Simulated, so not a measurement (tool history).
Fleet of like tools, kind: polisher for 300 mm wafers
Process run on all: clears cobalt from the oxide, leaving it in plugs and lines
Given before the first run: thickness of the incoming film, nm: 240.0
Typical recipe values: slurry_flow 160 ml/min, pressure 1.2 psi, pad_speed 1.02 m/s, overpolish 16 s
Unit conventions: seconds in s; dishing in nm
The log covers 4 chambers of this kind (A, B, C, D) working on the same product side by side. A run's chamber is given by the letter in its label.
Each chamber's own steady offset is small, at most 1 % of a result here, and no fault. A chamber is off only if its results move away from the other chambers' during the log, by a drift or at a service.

run   hour  slurry_flow  pressure  pad_speed  overpolish  seconds  dishing
 1B   11.1          160       1.2       1.02          16   82.064   33.649
      17.6  -- chamber A: worn pad replaced by a new one
      19.6  -- chamber C: worn pad replaced by a new one
 2A   24.8          160       1.2       1.02          16   82.629   33.932
 3C   33.4          160       1.2       1.02          16   80.820   31.938
      44.9  -- chamber D: worn pad replaced by a new one
 4D   44.9          160       1.2       1.02          16   82.535   33.826
      50.0  -- chamber A: slurry nozzle cleaned
 5C   59.0          160       1.2       1.02          16   81.812   34.610
 6B   67.3          160       1.2       1.02          16   81.523   33.209
 7D   75.7          160       1.2       1.02          16   80.916   34.031
 8A   90.3          160       1.2       1.02          16   79.431   35.336
 9D  103.7          160       1.4       1.02          24   68.849   47.290
     103.9  -- chamber A: head pressure recalibrated
     108.7  -- chamber B: worn pad replaced by a new one
     112.3  -- chamber C: worn pad replaced by a new one
10B  113.7          160       1.4       1.02          24   69.746   49.888
11C  123.0          160       1.4       1.02          24   68.981   48.226
     127.3  -- chamber A: worn pad replaced by a new one
12A  138.0          160       1.4       1.02          24   68.043   49.835
13B  152.6          130       1.2       0.74          16  119.210   26.617
14D  161.2          130       1.2       0.74          16  115.710   26.693
15A  170.4          130       1.2       0.74          16  116.470   26.986
16C  181.0          130       1.2       0.74          16  120.000   24.906
17C  196.0          160       0.9       1.02          13  106.820   23.746
18D  202.9          160       0.9       1.02          13  110.870   23.696
     207.2  -- chamber D: worn pad replaced by a new one
19A  218.1          160       0.9       1.02          13  106.110   23.092
     222.3  -- chamber C: worn pad replaced by a new one
     224.9  -- chamber A: worn pad replaced by a new one
20B  228.6          160       0.9       1.02          13  107.160   23.619
     228.8  -- chamber C: head pressure recalibrated
21D  238.1          160       1.2       1.02          16   80.972   33.328
22C  252.9          160       1.2       1.02          16   78.946   32.845
     258.4  -- chamber B: worn pad replaced by a new one
23B  267.3          160       1.2       1.02          16   80.934   33.701
24A  277.5          160       1.2       1.02          16   78.796   35.218
25D  290.9          160       1.2       1.02          16   80.680   32.832
26A  298.2          160       1.2       1.02          16   81.116   34.161

Each of the 4 chambers runs these same settings next. Fill in every chamber's results:
27A  309.3          160       1.2       1.26          16        ?        ?
27B  309.3          160       1.2       1.26          16        ?        ?
27C  309.3          160       1.2       1.26          16        ?        ?
27D  309.3          160       1.2       1.26          16        ?        ?

run  seconds  dishing
27A   63.439   38.284
27B   65.755   38.568
27C   65.302   38.582
27D   64.363   39.354

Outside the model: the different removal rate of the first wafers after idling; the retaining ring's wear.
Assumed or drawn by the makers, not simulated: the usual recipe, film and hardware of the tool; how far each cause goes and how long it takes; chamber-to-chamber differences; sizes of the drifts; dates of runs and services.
